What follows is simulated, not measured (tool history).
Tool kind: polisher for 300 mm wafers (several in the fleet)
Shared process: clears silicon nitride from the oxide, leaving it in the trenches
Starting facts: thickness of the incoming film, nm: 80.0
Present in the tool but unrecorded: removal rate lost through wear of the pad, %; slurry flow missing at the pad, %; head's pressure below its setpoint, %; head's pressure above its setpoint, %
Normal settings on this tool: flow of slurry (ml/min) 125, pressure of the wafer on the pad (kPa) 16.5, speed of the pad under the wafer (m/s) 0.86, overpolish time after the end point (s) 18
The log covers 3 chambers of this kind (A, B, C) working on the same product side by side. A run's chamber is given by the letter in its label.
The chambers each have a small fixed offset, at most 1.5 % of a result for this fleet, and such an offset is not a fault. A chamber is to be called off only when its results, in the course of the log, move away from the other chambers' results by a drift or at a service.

run,hour,flow of slurry (ml/min),pressure of the wafer on the pad (kPa),speed of the pad under the wafer (m/s),overpolish time after the end point (s),wafers polished on this pad,hours since the slurry nozzle was cleaned,hours since the head pressure was calibrated,time until the end point was called (s)
1C,4.2,125,16.5,0.86,18,446,296.7,556.4,132.66
2B,8.4,125,16.5,0.86,18,377,444.3,415.0,126.16
3A,12.6,125,16.5,0.86,18,98,258.3,101.8,130.81
# hour 13.5: chamber A: slurry nozzle cleaned
4B,17.4,125,16.5,0.86,18,436,453.3,424.0,128.88
5C,22.0,125,16.5,0.86,18,563,314.5,574.2,129.60
6A,25.7,125,16.5,0.86,18,185,12.3,114.9,131.61
7C,30.6,125,16.5,0.86,18,620,323.1,582.8,128.59
8B,34.8,140,19.3,0.86,18,552,470.7,441.4,106.93
9A,40.1,140,19.3,0.86,18,280,26.7,129.3,107.62
10B,42.8,140,19.3,0.86,18,604,478.7,449.4,106.74
11A,46.9,125,16.5,0.86,18,325,33.5,136.1,129.28
12C,52.1,125,16.5,0.86,18,763,344.6,604.3,132.77
13C,56.5,125,16.5,0.86,18,792,349.0,608.7,129.69
14A,61.7,125,19.3,0.86,18,423,48.3,150.9,114.54
15B,65.4,125,19.3,0.86,18,754,501.3,472.0,107.77
16A,68.0,125,19.3,0.86,18,465,54.6,157.2,113.71
17B,71.5,125,16.5,0.86,18,794,507.4,478.1,129.67
18C,74.9,125,16.5,0.86,18,913,367.4,627.1,131.87
19B,78.8,125,16.5,0.86,18,843,514.7,485.4,127.89
# hour 79.5: chamber B: worn pad replaced by a new one
20C,83.2,150,16.5,0.86,18,968,375.7,635.4,123.90
21A,85.5,150,16.5,0.86,18,580,72.1,174.7,129.79
22A,88.1,150,16.5,0.86,18,598,74.7,177.3,132.09
23B,90.7,125,16.5,0.86,18,74,526.6,497.3,131.17
24C,95.4,125,12.4,0.86,12,1049,387.9,647.6,175.01
25B,100.6,125,12.4,0.86,12,140,536.5,507.2,172.37
26C,103.8,125,12.4,0.86,12,1105,396.3,656.0,178.73
27A,107.3,125,16.5,0.68,18,725,93.9,196.5,178.08
28B,109.7,125,16.5,0.68,18,200,545.6,516.3,155.78
# hour 111.6: chamber C: worn pad replaced by a new one
29C,113.2,125,16.5,0.68,18,10,405.7,665.4,166.87
30A,118.4,125,16.5,0.86,18,798,105.0,207.6,138.30
31B,120.9,125,16.5,0.86,18,274,556.8,527.5,124.66
# hour 121.2: chamber C: slurry nozzle cleaned
32C,124.4,125,16.5,0.86,18,84,3.3,676.6,132.29
33A,129.3,125,16.5,0.86,18,870,115.9,218.5,138.20
34B,132.8,125,18.6,0.86,8,353,568.7,539.4,115.79
35A,135.9,125,18.6,0.86,8,914,122.5,225.1,124.87

Each of the 3 chambers runs these same settings next. Fill in every chamber's results:
36A,139.7,125,16.5,1.10,18,,,,?
36B,139.7,125,16.5,1.10,18,,,,?
36C,139.7,125,16.5,1.10,18,,,,?

run,time until the end point was called (s)
36A,111.56
36B,100.63
36C,100.29
